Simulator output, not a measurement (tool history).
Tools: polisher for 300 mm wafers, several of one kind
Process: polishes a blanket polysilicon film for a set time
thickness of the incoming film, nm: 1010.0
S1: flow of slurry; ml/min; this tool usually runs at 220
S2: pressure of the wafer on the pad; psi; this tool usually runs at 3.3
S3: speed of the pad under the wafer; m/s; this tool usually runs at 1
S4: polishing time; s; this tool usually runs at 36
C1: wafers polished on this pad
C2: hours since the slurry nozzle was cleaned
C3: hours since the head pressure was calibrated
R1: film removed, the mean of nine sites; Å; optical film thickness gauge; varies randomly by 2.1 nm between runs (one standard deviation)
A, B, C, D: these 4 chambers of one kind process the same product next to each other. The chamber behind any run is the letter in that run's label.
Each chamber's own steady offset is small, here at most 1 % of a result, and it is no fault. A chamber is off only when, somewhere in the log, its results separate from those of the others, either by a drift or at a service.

run   hour   S1   S2    S3  S4    C1     C2      C3      R1
       1.2  -- chamber D: worn pad replaced by a new one
 1C    4.1  220  3.3     1  36   105  152.5   552.6  3058.9
 2D   11.5  220  3.3     1  36   166  509.6     280    3060
 3A   19.6  220  3.3     1  36  1005   63.4   962.7  3033.6
 4B   26.4  220  3.3     1  36   463  236.1   349.9  3017.5
      29.7  -- chamber A: worn pad replaced by a new one
 5A   33.2  220  3.3     1  36    57     77   976.3  3054.3
 6B   39.9  220  3.3     1  36   681  249.6   363.4  2989.6
 7D   47.1  220  3.3     1  36   741  545.2   315.6  3010.8
 8C   52.4  220  3.3     1  36   885  200.8   600.9  3063.3
      56.1  -- chamber B: worn pad replaced by a new one
 9C   59.2  220  3.3     1  36   994  207.6   607.7  3028.4
      61.8  -- chamber D: worn pad replaced by a new one
10B   67.7  220  3.3     1  36   187  277.4   391.2    3018
11A   73.1  220  3.3     1  36   702  116.9  1016.2  3026.6
      73.5  -- chamber C: worn pad replaced by a new one
12D   81.1  220  3.3     1  36   312  579.2   349.6  3043.8
13B   87.9  220  3.3     1  36   513  297.6   411.4  3028.2
14A   92.7  220  3.3     1  36  1018  136.5  1035.8  3042.5
     100.7  -- chamber A: worn pad replaced by a new one
15C  100.7  275  3.3     1  36   440  249.1   649.2  3111.9
16D  108.3  275  3.3     1  36   751  606.4   376.8  3103.7
     109.3  -- chamber D: head pressure recalibrated
17D  115.3  275  3.3     1  36   864  613.4     6.1  3169.5
     119.7  -- chamber B: worn pad replaced by a new one
18A  122.8  275  3.3     1  36   358  166.6  1065.9  3128.2
     127.6  -- chamber D: worn pad replaced by a new one
       128  -- chamber C: head pressure recalibrated
     128.6  -- chamber B: head pressure recalibrated
19B  129.9  220  3.3     1  36   165  339.6     1.4  3023.6
20C  138.2  220  3.3     1  36  1046  286.6    10.2  2871.3
21B  145.1  220  3.3     1  36   411  354.8    16.6  3030.5
     152.9  -- chamber C: worn pad replaced by a new one
22C    154  180  3.3  1.22  36    18  302.4      26  3402.3
23D  161.7  180  3.3  1.22  36   550  659.8    52.5  3637.1
24A  167.2  180  3.3  1.22  36  1075    211  1110.3  3621.5
25C    173  180  3.3  1.22  36   325  321.4      45    3373
     176.6  -- chamber B: worn pad replaced by a new one
     178.4  -- chamber A: worn pad replaced by a new one
26A  179.2  220  3.3     1  36    14    223  1122.3  3065.7
     181.1  -- chamber D: worn pad replaced by a new one
27D  187.8  220  4.2   1.1  36   108  685.9    78.6    4289
28B  194.5  220  4.2   1.1  36   289  404.2      66  4273.1
     197.1  -- chamber A: head pressure recalibrated
29A  202.8  220  4.2   1.1  36   395  246.6     5.7  4317.8
30C  208.7  220  4.2   1.1  36   901  357.1    80.7  4049.5
31D    214  220  3.3     1  36   531  712.1   104.8  3027.2
     219.6  -- chamber A: slurry nozzle cleaned
32B  220.8  220  3.3     1  36   713  430.5    92.3    3005
     227.7  -- chamber B: worn pad replaced by a new one
33A  228.6  220  3.3     1  36   812      9    31.5  3076.6
     232.4  -- chamber C: worn pad replaced by a new one
34D  232.8  220  3.3     1  36   835  730.9   123.6  3071.3
35B  240.6  220  3.3     1  36   209  450.3   112.1  2996.9
     247.1  -- chamber D: worn pad replaced by a new one
36C  248.2  220  3.3     1  36   255  396.6   120.2  2834.7
37D  256.2  220  3.3     1  36   147  754.3     147  3061.4

Does one chamber stand apart from the rest, does the shared gauge drift, or is all well apart from small per-chamber offsets? Give the chamber and the most likely cause, where there is one.

Chamber C came out of a service off from its peers and stayed that way.
What lies behind it: head's pressure below its setpoint, % = 5.53.

Chamber C could run next with any of the 4 candidate recipes listed below; each alters the usual settings, and their results appear as question marks. Which one brings its results back in line with what the other chambers deliver on the usual settings?
In line means no further than this from the other chambers' mean on the usual settings: R1 74 Å
38C-1  262.6  220  3.4     1  37               ?
38C-2  262.6  225  3.3     1  40               ?
38C-3  262.6  220  3.2     1  35               ?
38C-4  262.6  220  3.2  0.96  35               ?

On the usual settings, the other chambers give on average: R1 3041 Å
  run      R1
38C-1  3030.1
38C-2    3187
38C-3  2695.7
38C-4  2586.3
Change 38C-1 lands the chamber within the allowed miss of the other chambers.

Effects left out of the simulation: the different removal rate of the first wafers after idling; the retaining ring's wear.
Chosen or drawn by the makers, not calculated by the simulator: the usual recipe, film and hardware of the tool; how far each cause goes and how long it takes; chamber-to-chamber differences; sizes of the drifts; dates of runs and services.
